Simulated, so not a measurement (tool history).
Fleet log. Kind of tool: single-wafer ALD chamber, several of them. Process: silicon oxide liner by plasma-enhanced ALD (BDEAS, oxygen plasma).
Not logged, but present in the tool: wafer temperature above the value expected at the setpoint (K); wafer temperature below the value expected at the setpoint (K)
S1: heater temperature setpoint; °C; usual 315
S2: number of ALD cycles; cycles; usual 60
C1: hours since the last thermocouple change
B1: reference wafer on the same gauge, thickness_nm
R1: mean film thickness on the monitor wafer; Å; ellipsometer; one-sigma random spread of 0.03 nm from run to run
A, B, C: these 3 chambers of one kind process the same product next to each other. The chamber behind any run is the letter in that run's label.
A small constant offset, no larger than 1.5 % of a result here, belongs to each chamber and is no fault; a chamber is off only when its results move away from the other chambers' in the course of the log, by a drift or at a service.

At hour 1.6: chamber C: thermocouple changed; heater temperature recalibrated.
Run 1B, hour 5.3: usual settings; C1 2607.9; B1 6.2873. Result: R1 54.474 Å.
Run 2C, hour 9.4: usual settings; C1 7.9; B1 6.2772. Result: R1 54.936 Å.
Run 3A, hour 13.1: usual settings; C1 1796.7; B1 6.2764. Result: R1 53.344 Å.
Run 4B, hour 17.5: usual settings; C1 2620.1; B1 6.2831. Result: R1 54.390 Å.
Run 5C, hour 20.7: usual settings; C1 19.2; B1 6.2853. Result: R1 54.997 Å.
Run 6A, hour 23.2: usual settings but S1 320 °C, S2 67 cycles; C1 1806.8; B1 6.2802. Result: R1 59.277 Å.
Run 7A, hour 28.6: usual settings but S1 320 °C, S2 67 cycles; C1 1812.2; B1 6.2764. Result: R1 59.755 Å.
Run 8B, hour 31.9: usual settings but S1 320 °C, S2 67 cycles; C1 2634.5; B1 6.2789. Result: R1 60.540 Å.
Run 9C, hour 36.4: usual settings; C1 34.9; B1 6.2757. Result: R1 55.344 Å.
Run 10C, hour 42.2: usual settings; C1 40.7; B1 6.2790. Result: R1 55.891 Å.
Run 11A, hour 46.4: usual settings; C1 1830.0; B1 6.2809. Result: R1 53.830 Å.
Run 12B, hour 51.0: usual settings; C1 2653.6; B1 6.2847. Result: R1 54.025 Å.
Run 13C, hour 53.7: usual settings but S1 321 °C, S2 69 cycles; C1 52.2; B1 6.2802. Result: R1 62.378 Å.
Run 14B, hour 58.2: usual settings but S1 321 °C, S2 69 cycles; C1 2660.8; B1 6.2749. Result: R1 62.286 Å.
At hour 60.6: chamber B: thermocouple changed; heater temperature recalibrated.
Run 15A, hour 62.2: usual settings but S1 321 °C, S2 69 cycles; C1 1845.8; B1 6.2885. Result: R1 61.531 Å.
Run 16C, hour 67.9: usual settings; C1 66.4; B1 6.2807. Result: R1 55.348 Å.
Run 17B, hour 71.2: usual settings; C1 10.7; B1 6.2728. Result: R1 54.194 Å.
Run 18A, hour 74.6: usual settings; C1 1858.2; B1 6.2849. Result: R1 53.655 Å.
Run 19A, hour 77.7: usual settings; C1 1861.3; B1 6.2751. Result: R1 54.058 Å.
Run 20B, hour 80.6: usual settings; C1 20.1; B1 6.2739. Result: R1 54.430 Å.
Run 21C, hour 86.1: usual settings; C1 84.6; B1 6.2790. Result: R1 54.813 Å.
Run 22C, hour 90.7: usual settings; C1 89.2; B1 6.2802. Result: R1 55.487 Å.
Run 23B, hour 95.6: usual settings; C1 35.1; B1 6.2786. Result: R1 53.725 Å.
Run 24A, hour 99.1: usual settings; C1 1882.7; B1 6.2858. Result: R1 53.843 Å.
Run 25C, hour 101.7: usual settings; C1 100.2; B1 6.2817. Result: R1 54.889 Å.
Run 26A, hour 107.5: usual settings; C1 1891.1; B1 6.2813. Result: R1 54.165 Å.
Run 27B, hour 111.6: usual settings; C1 51.1; B1 6.2871. Result: R1 54.452 Å.

Has any chamber moved away from the others, gradually or after a service, or does the common gauge drift, or do the chambers differ only by their own small steady offsets? State the chamber and the most likely cause if one applies.

Beyond each chamber's small constant offset nothing stands out, and the gauge stays steady.
